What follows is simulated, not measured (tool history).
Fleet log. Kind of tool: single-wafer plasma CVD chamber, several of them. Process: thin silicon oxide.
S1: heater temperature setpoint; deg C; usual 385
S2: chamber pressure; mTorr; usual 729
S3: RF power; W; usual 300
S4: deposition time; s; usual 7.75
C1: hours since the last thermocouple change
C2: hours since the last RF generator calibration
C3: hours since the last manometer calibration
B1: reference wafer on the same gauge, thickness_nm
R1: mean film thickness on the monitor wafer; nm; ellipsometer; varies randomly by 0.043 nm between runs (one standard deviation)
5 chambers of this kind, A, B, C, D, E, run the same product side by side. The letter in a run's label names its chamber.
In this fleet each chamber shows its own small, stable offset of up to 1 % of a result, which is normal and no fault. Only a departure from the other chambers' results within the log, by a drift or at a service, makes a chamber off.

| run | hour | S1 | S2 | S3 | S4 | C1 | C2 | C3 | B1 | R1 |
|---|---|---|---|---|---|---|---|---|---|---|
| 1B | 5.4 | 385 | 729 | 300 | 7.75 | 1892.8 | 810.3 | 1313.5 | 15.314 | 13.141 |
|  | 8 | chamber B: thermocouple changed; heater temperature recalibrated |
| 2D | 11.1 | 385 | 729 | 300 | 7.75 | 1201.6 | 64.3 | 160.9 | 15.291 | 13.119 |
| 3E | 14.8 | 385 | 729 | 300 | 7.75 | 378.7 | 797.8 | 1771.2 | 15.301 | 13.3 |
| 4C | 17.6 | 385 | 729 | 300 | 7.75 | 962.5 | 1564.1 | 64.8 | 15.283 | 13.199 |
| 5A | 21.4 | 385 | 729 | 300 | 7.75 | 250.3 | 60.2 | 504 | 15.301 | 13.252 |
| 6B | 26.9 | 399 | 729 | 300 | 8.24 | 18.9 | 831.8 | 1335 | 15.299 | 13.841 |
| 7A | 31.3 | 399 | 729 | 300 | 8.24 | 260.2 | 70.1 | 513.9 | 15.304 | 13.94 |
| 8D | 34.2 | 399 | 729 | 300 | 8.24 | 1224.7 | 87.4 | 184 | 15.295 | 13.833 |
| 9E | 40.3 | 399 | 729 | 300 | 8.24 | 404.2 | 823.3 | 1796.7 | 15.299 | 13.943 |
|  | 43.5 | chamber E: capacitance manometer re-zeroed and calibrated |
| 10C | 46.2 | 399 | 729 | 300 | 8.24 | 991.1 | 1592.7 | 93.4 | 15.283 | 13.882 |
| 11E | 50.1 | 385 | 729 | 300 | 7.75 | 414 | 833.1 | 6.6 | 15.315 | 13.61 |
| 12D | 52.9 | 385 | 729 | 300 | 7.75 | 1243.4 | 106.1 | 202.7 | 15.305 | 13.11 |
| 13A | 56 | 385 | 729 | 300 | 7.75 | 284.9 | 94.8 | 538.6 | 15.295 | 13.327 |
| 14B | 61.8 | 385 | 729 | 300 | 7.75 | 53.8 | 866.7 | 1369.9 | 15.29 | 13.099 |
| 15C | 64.7 | 385 | 729 | 300 | 7.75 | 1009.6 | 1611.2 | 111.9 | 15.304 | 13.229 |
| 16D | 70.9 | 385 | 729 | 300 | 7.75 | 1261.4 | 124.1 | 220.7 | 15.313 | 13.145 |
| 17A | 75.7 | 385 | 729 | 300 | 7.75 | 304.6 | 114.5 | 558.3 | 15.302 | 13.222 |
| 18E | 81.7 | 385 | 729 | 300 | 7.75 | 445.6 | 864.7 | 38.2 | 15.29 | 13.581 |
| 19B | 86 | 385 | 729 | 300 | 7.75 | 78 | 890.9 | 1394.1 | 15.287 | 12.994 |
| 20C | 91.2 | 385 | 729 | 300 | 7.75 | 1036.1 | 1637.7 | 138.4 | 15.3 | 13.235 |
| 21E | 95.2 | 385 | 729 | 300 | 7.75 | 459.1 | 878.2 | 51.7 | 15.305 | 13.653 |
| 22D | 100.3 | 385 | 729 | 300 | 7.75 | 1290.8 | 153.5 | 250.1 | 15.297 | 13.063 |
| 23A | 105.3 | 385 | 729 | 300 | 7.75 | 334.2 | 144.1 | 587.9 | 15.309 | 13.226 |
| 24C | 110 | 385 | 729 | 300 | 7.75 | 1054.9 | 1656.5 | 157.2 | 15.304 | 13.119 |
| 25B | 113 | 385 | 729 | 300 | 7.75 | 105 | 917.9 | 1421.1 | 15.31 | 13.082 |
|  | 114.8 | chamber B: capacitance manometer re-zeroed and calibrated |
| 26D | 115.9 | 385 | 729 | 300 | 7.75 | 1306.4 | 169.1 | 265.7 | 15.298 | 13.125 |
| 27C | 118.8 | 385 | 729 | 300 | 7.75 | 1063.7 | 1665.3 | 166 | 15.303 | 13.123 |
| 28E | 122.2 | 385 | 729 | 300 | 7.75 | 486.1 | 905.2 | 78.7 | 15.302 | 13.719 |
| 29B | 125.5 | 385 | 729 | 300 | 7.75 | 117.5 | 930.4 | 10.7 | 15.31 | 13.09 |
| 30A | 131.3 | 385 | 729 | 300 | 7.75 | 360.2 | 170.1 | 613.9 | 15.3 | 13.25 |
| 31E | 134.4 | 385 | 729 | 300 | 7.75 | 498.3 | 917.4 | 90.9 | 15.296 | 13.661 |
| 32B | 137.4 | 385 | 729 | 300 | 7.75 | 129.4 | 942.3 | 22.6 | 15.301 | 13.08 |
| 33C | 143.6 | 385 | 729 | 300 | 7.75 | 1088.5 | 1690.1 | 190.8 | 15.292 | 13.21 |

Next, all 5 chambers run the settings below, one line each with question marks for the results. What does each chamber give?
| 34A | 148.1 | 385 | 729 | 300 | 7.75 |  |  |  |  | ? |
| 34B | 148.1 | 385 | 729 | 300 | 7.75 |  |  |  |  | ? |
| 34C | 148.1 | 385 | 729 | 300 | 7.75 |  |  |  |  | ? |
| 34D | 148.1 | 385 | 729 | 300 | 7.75 |  |  |  |  | ? |
| 34E | 148.1 | 385 | 729 | 300 | 7.75 |  |  |  |  | ? |

| run | R1 |
|---|---|
| 34A | 13.307 |
| 34B | 13.059 |
| 34C | 13.072 |
| 34D | 13.117 |
| 34E | 13.686 |
